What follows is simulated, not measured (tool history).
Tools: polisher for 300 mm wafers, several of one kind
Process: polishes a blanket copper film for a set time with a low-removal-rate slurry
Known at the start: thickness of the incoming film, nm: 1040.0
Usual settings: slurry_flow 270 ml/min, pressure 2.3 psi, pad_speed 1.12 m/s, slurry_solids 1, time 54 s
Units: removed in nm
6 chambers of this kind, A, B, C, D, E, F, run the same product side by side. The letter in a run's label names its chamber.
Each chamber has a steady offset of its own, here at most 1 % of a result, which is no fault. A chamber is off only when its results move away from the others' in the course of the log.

At hour 7.4: chamber E: worn pad replaced by a new one.
Run 1C, hour 10.9: usual settings. Result: removed 122.21 nm.
At hour 19.2: chamber A: worn pad replaced by a new one.
Run 2E, hour 20: usual settings. Result: removed 122.66 nm.
Run 3D, hour 28: usual settings. Result: removed 118.89 nm.
Run 4A, hour 37.2: usual settings. Result: removed 121.84 nm.
At hour 43: chamber C: slurry nozzle cleaned.
At hour 44.7: chamber F: head pressure recalibrated.
At hour 48.7: chamber F: worn pad replaced by a new one.
Run 5B, hour 49.3: usual settings. Result: removed 119.73 nm.
Run 6F, hour 58.1: usual settings but pad_speed 0.82 m/s, time 36 s. Result: removed 57.575 nm.
At hour 63.3: chamber D: head pressure recalibrated.
At hour 64.6: chamber C: worn pad replaced by a new one.
Run 7C, hour 71.2: usual settings but pad_speed 0.82 m/s, time 36 s. Result: removed 58.722 nm.
At hour 77.1: chamber B: worn pad replaced by a new one.
Run 8B, hour 79.8: usual settings but pad_speed 0.82 m/s, time 36 s. Result: removed 58.185 nm.
Run 9E, hour 86.4: usual settings but pad_speed 0.82 m/s, time 36 s. Result: removed 58.402 nm.
At hour 88.4: chamber D: slurry nozzle cleaned.
At hour 98.1: chamber E: worn pad replaced by a new one.
Run 10A, hour 99.2: usual settings but pad_speed 0.82 m/s, time 36 s. Result: removed 59.083 nm.
At hour 105.6: chamber D: worn pad replaced by a new one.
Run 11F, hour 106.6: usual settings but pad_speed 0.82 m/s, time 36 s. Result: removed 58.182 nm.
At hour 110.5: chamber E: head pressure recalibrated.
Run 12D, hour 119.3: usual settings. Result: removed 121.3 nm.
At hour 126.6: chamber E: slurry blender recalibrated.
At hour 127.4: chamber A: worn pad replaced by a new one.
Run 13D, hour 132: usual settings. Result: removed 119.28 nm.
At hour 140.1: chamber D: slurry blender recalibrated.
Run 14C, hour 140.6: usual settings. Result: removed 121.27 nm.
Run 15B, hour 150: usual settings. Result: removed 117.41 nm.
At hour 153.1: chamber B: worn pad replaced by a new one.
Run 16A, hour 162.1: usual settings. Result: removed 120.41 nm.
Run 17E, hour 173.7: usual settings. Result: removed 120.01 nm.
Run 18F, hour 186.7: usual settings. Result: removed 121.69 nm.
Run 19E, hour 194.1: usual settings. Result: removed 117.12 nm.
At hour 198.2: chamber C: worn pad replaced by a new one.
At hour 200.7: chamber F: worn pad replaced by a new one.
Run 20A, hour 203.7: usual settings. Result: removed 119.77 nm.
At hour 205.8: chamber E: worn pad replaced by a new one.
At hour 212.8: chamber A: slurry blender recalibrated.
Run 21B, hour 214.5: usual settings. Result: removed 119.87 nm.
At hour 217.9: chamber B: worn pad replaced by a new one.
Run 22C, hour 225.8: usual settings. Result: removed 121.56 nm.
At hour 229.2: chamber A: worn pad replaced by a new one.
Run 23F, hour 231.6: usual settings. Result: removed 122.55 nm.
At hour 232.6: chamber B: head pressure recalibrated.
At hour 236.4: chamber D: worn pad replaced by a new one.
At hour 242.9: chamber B: slurry blender recalibrated.
Run 24D, hour 243.4: usual settings. Result: removed 118.44 nm.
Run 25B, hour 250.7: usual settings. Result: removed 108.94 nm.
Run 26C, hour 263.6: usual settings. Result: removed 119.46 nm.
At hour 271.3: chamber D: slurry blender recalibrated.
Run 27F, hour 275: usual settings. Result: removed 122.07 nm.
Run 28D, hour 284.5: usual settings. Result: removed 117.22 nm.
At hour 293.3: chamber C: slurry blender recalibrated.
At hour 294.7: chamber B: worn pad replaced by a new one.
Run 29A, hour 295: usual settings but slurry_flow 340 ml/min, slurry_solids 1.15. Result: removed 124.07 nm.
At hour 302.2: chamber F: slurry blender recalibrated.
At hour 304.4: chamber E: worn pad replaced by a new one.
Run 30E, hour 305.2: usual settings but slurry_flow 340 ml/min, slurry_solids 1.15. Result: removed 123.14 nm.
At hour 308: chamber E: slurry blender recalibrated.
Run 31E, hour 311.3: usual settings but slurry_flow 340 ml/min, slurry_solids 1.15. Result: removed 125.13 nm.
Run 32C, hour 317.3: usual settings but slurry_flow 340 ml/min, slurry_solids 1.15. Result: removed 127.46 nm.
Run 33B, hour 330.3: usual settings but slurry_flow 340 ml/min, slurry_solids 1.15. Result: removed 114.95 nm.
At hour 330.6: chamber A: worn pad replaced by a new one.
Run 34F, hour 342.6: usual settings but slurry_flow 340 ml/min, slurry_solids 1.15. Result: removed 125.72 nm.
Run 35D, hour 353.3: usual settings. Result: removed 121.28 nm.
At hour 355.6: chamber F: worn pad replaced by a new one.
At hour 356: chamber A: slurry nozzle cleaned.
At hour 360.8: chamber F: slurry nozzle cleaned.
Run 36A, hour 363: usual settings. Result: removed 120.63 nm.
Run 37A, hour 369: usual settings. Result: removed 116.85 nm.
Run 38F, hour 377.2: usual settings. Result: removed 120.13 nm.

Is one chamber off against the others, does the gauge drift, or is nothing wrong? If a chamber is off, say which, and what the likeliest cause is.

A service left chamber B off against the others.
Cause: head's pressure below its setpoint, % = 8.25.

Here are 4 candidates for chamber B's next run, each the usual settings with a change, their results left as question marks. Which one brings its results back in line with what the others give on the usual settings?
In line means no further than this from the other chambers' mean on the usual settings: removed 5.1 nm
Run 39B-1, hour 386.6: usual settings but pressure 2.1 psi, time 50 s. Result: removed ?.
Run 39B-2, hour 386.6: usual settings but pressure 2.4 psi, pad_speed 1.2 m/s, time 57 s. Result: removed ?.
Run 39B-3, hour 386.6: usual settings but pressure 2.4 psi, time 56 s. Result: removed ?.
Run 39B-4, hour 386.6: usual settings but pad_speed 1.02 m/s. Result: removed ?.

The other chambers' mean on the usual settings: removed 120 nm
  run  removed
39B-1   92.515
39B-2   129.11
39B-3    118.5
39B-4   99.849
39B-3 brings the chamber back in line.
